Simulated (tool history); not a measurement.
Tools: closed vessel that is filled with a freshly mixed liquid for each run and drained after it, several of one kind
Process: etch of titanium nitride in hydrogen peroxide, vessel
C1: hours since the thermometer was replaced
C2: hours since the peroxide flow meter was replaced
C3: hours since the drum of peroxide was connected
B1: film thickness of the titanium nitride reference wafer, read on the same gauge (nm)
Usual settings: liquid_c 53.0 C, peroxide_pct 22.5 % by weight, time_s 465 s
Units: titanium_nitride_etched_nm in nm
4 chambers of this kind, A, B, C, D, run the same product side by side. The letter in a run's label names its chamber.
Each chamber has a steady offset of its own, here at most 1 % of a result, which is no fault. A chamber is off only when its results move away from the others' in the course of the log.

Run 1B, hour 14.8: usual settings; C1 645.9; C2 717.1; C3 61.0; B1 89.996. Result: titanium_nitride_etched_nm 14.5550 nm.
Run 2D, hour 29.7: usual settings; C1 456.1; C2 691.8; C3 628.1; B1 89.996. Result: titanium_nitride_etched_nm 14.7330 nm.
Run 3A, hour 36.6: usual settings; C1 656.8; C2 212.2; C3 291.6; B1 89.991. Result: titanium_nitride_etched_nm 14.8340 nm.
Run 4C, hour 48.5: usual settings; C1 1285.4; C2 897.4; C3 1054.4; B1 89.992. Result: titanium_nitride_etched_nm 14.6770 nm.
At hour 48.6: chamber A: new drum of peroxide connected.
At hour 62.0: chamber D: new drum of peroxide connected.
Run 5A, hour 62.0: usual settings; C1 682.2; C2 237.6; C3 13.5; B1 90.013. Result: titanium_nitride_etched_nm 14.6130 nm.
Run 6B, hour 69.3: usual settings but liquid_c 57.5 C, time_s 215 s; C1 700.4; C2 771.6; C3 115.5; B1 89.988. Result: titanium_nitride_etched_nm 9.1594 nm.
Run 7C, hour 77.3: usual settings but liquid_c 57.5 C, time_s 215 s; C1 1314.2; C2 926.2; C3 1083.2; B1 89.996. Result: titanium_nitride_etched_nm 9.2210 nm.
Run 8D, hour 88.3: usual settings but liquid_c 57.5 C, time_s 215 s; C1 514.7; C2 750.4; C3 26.4; B1 89.987. Result: titanium_nitride_etched_nm 9.3555 nm.
Run 9C, hour 95.7: usual settings but liquid_c 57.5 C, time_s 215 s; C1 1332.6; C2 944.6; C3 1101.6; B1 89.991. Result: titanium_nitride_etched_nm 9.1414 nm.
Run 10A, hour 102.8: usual settings; C1 723.0; C2 278.4; C3 54.3; B1 89.990. Result: titanium_nitride_etched_nm 14.6620 nm.
Run 11D, hour 116.5: usual settings; C1 542.9; C2 778.6; C3 54.6; B1 90.010. Result: titanium_nitride_etched_nm 15.0220 nm.
At hour 124.0: chamber C: new drum of peroxide connected.
Run 12B, hour 129.5: usual settings; C1 760.6; C2 831.8; C3 175.7; B1 90.017. Result: titanium_nitride_etched_nm 14.7890 nm.
Run 13D, hour 139.4: usual settings; C1 565.8; C2 801.5; C3 77.5; B1 90.000. Result: titanium_nitride_etched_nm 14.8130 nm.
Run 14C, hour 152.2: usual settings; C1 1389.1; C2 1001.1; C3 28.3; B1 90.000. Result: titanium_nitride_etched_nm 14.7260 nm.
At hour 162.1: chamber A: thermometer replaced.
Run 15B, hour 165.8: usual settings; C1 796.9; C2 868.1; C3 212.0; B1 90.013. Result: titanium_nitride_etched_nm 14.5960 nm.
Run 16A, hour 172.7: usual settings; C1 10.6; C2 348.3; C3 124.2; B1 89.994. Result: titanium_nitride_etched_nm 14.6510 nm.
Run 17A, hour 187.9: usual settings; C1 25.8; C2 363.5; C3 139.4; B1 89.998. Result: titanium_nitride_etched_nm 14.4900 nm.
Run 18B, hour 197.3: usual settings; C1 828.4; C2 899.6; C3 243.5; B1 90.003. Result: titanium_nitride_etched_nm 14.7230 nm.
Run 19D, hour 205.5: usual settings; C1 631.9; C2 867.6; C3 143.6; B1 90.001. Result: titanium_nitride_etched_nm 14.7250 nm.
Run 20C, hour 212.8: usual settings but liquid_c 47.0 C, time_s 575 s; C1 1449.7; C2 1061.7; C3 88.9; B1 89.980. Result: titanium_nitride_etched_nm 12.1040 nm.
Run 21D, hour 226.9: usual settings but liquid_c 47.0 C, time_s 575 s; C1 653.3; C2 889.0; C3 165.0; B1 89.990. Result: titanium_nitride_etched_nm 11.9440 nm.
Run 22A, hour 238.1: usual settings but liquid_c 47.0 C, time_s 575 s; C1 76.0; C2 413.7; C3 189.6; B1 89.999. Result: titanium_nitride_etched_nm 11.5720 nm.
Run 23B, hour 248.9: usual settings but liquid_c 47.0 C, time_s 575 s; C1 880.0; C2 951.2; C3 295.1; B1 90.008. Result: titanium_nitride_etched_nm 11.6300 nm.
Run 24C, hour 259.0: usual settings; C1 1495.9; C2 1107.9; C3 135.1; B1 89.982. Result: titanium_nitride_etched_nm 15.1160 nm.
Run 25C, hour 268.8: usual settings but peroxide_pct 19.0 % by weight; C1 1505.7; C2 1117.7; C3 144.9; B1 90.009. Result: titanium_nitride_etched_nm 14.6120 nm.
Run 26A, hour 280.8: usual settings but peroxide_pct 19.0 % by weight; C1 118.7; C2 456.4; C3 232.3; B1 89.975. Result: titanium_nitride_etched_nm 14.1320 nm.
Run 27B, hour 294.0: usual settings but peroxide_pct 19.0 % by weight; C1 925.1; C2 996.3; C3 340.2; B1 89.996. Result: titanium_nitride_etched_nm 14.0340 nm.
At hour 299.0: chamber B: new drum of peroxide connected.
Run 28D, hour 303.0: usual settings but peroxide_pct 19.0 % by weight; C1 729.4; C2 965.1; C3 241.1; B1 89.976. Result: titanium_nitride_etched_nm 14.3000 nm.
Run 29A, hour 309.6: usual settings; C1 147.5; C2 485.2; C3 261.1; B1 90.014. Result: titanium_nitride_etched_nm 14.5610 nm.
At hour 309.7: chamber A: peroxide flow meter replaced.
Run 30B, hour 319.9: usual settings; C1 951.0; C2 1022.2; C3 20.9; B1 90.006. Result: titanium_nitride_etched_nm 14.6380 nm.
At hour 325.0: chamber D: peroxide flow meter replaced.
Run 31D, hour 328.7: usual settings; C1 755.1; C2 3.8; C3 266.8; B1 89.990. Result: titanium_nitride_etched_nm 14.7000 nm.
Run 32C, hour 341.4: usual settings; C1 1578.3; C2 1190.3; C3 217.5; B1 89.973. Result: titanium_nitride_etched_nm 15.4140 nm.
Run 33A, hour 349.7: usual settings; C1 187.6; C2 40.0; C3 301.2; B1 89.997. Result: titanium_nitride_etched_nm 14.7360 nm.
Run 34D, hour 357.1: usual settings; C1 783.5; C2 32.2; C3 295.2; B1 89.998. Result: titanium_nitride_etched_nm 14.8230 nm.
Run 35B, hour 369.9: usual settings; C1 1001.0; C2 1072.2; C3 70.9; B1 90.007. Result: titanium_nitride_etched_nm 14.6690 nm.
Run 36C, hour 381.8: usual settings; C1 1618.7; C2 1230.7; C3 257.9; B1 90.022. Result: titanium_nitride_etched_nm 15.4980 nm.
Run 37A, hour 392.0: usual settings; C1 229.9; C2 82.3; C3 343.5; B1 90.027. Result: titanium_nitride_etched_nm 14.6610 nm.
Run 38D, hour 406.5: usual settings; C1 832.9; C2 81.6; C3 344.6; B1 90.016. Result: titanium_nitride_etched_nm 14.8140 nm.
Run 39B, hour 413.7: usual settings; C1 1044.8; C2 1116.0; C3 114.7; B1 90.020. Result: titanium_nitride_etched_nm 14.5310 nm.
Run 40C, hour 427.0: usual settings; C1 1663.9; C2 1275.9; C3 303.1; B1 89.997. Result: titanium_nitride_etched_nm 15.7500 nm.
Run 41D, hour 438.5: usual settings; C1 864.9; C2 113.6; C3 376.6; B1 90.012. Result: titanium_nitride_etched_nm 14.8350 nm.
Run 42B, hour 449.7: usual settings; C1 1080.8; C2 1152.0; C3 150.7; B1 89.993. Result: titanium_nitride_etched_nm 14.6450 nm.

All 4 chambers run these settings next. Forecast each chamber's results:
Run 43A, hour 460.6: usual settings but peroxide_pct 17.5 % by weight. Result: titanium_nitride_etched_nm ?.
Run 43B, hour 460.6: usual settings but peroxide_pct 17.5 % by weight. Result: titanium_nitride_etched_nm ?.
Run 43C, hour 460.6: usual settings but peroxide_pct 17.5 % by weight. Result: titanium_nitride_etched_nm ?.
Run 43D, hour 460.6: usual settings but peroxide_pct 17.5 % by weight. Result: titanium_nitride_etched_nm ?.

run  titanium_nitride_etched_nm
43A                     13.8610
43B                     13.7110
43C                     15.0900
43D                     13.9870

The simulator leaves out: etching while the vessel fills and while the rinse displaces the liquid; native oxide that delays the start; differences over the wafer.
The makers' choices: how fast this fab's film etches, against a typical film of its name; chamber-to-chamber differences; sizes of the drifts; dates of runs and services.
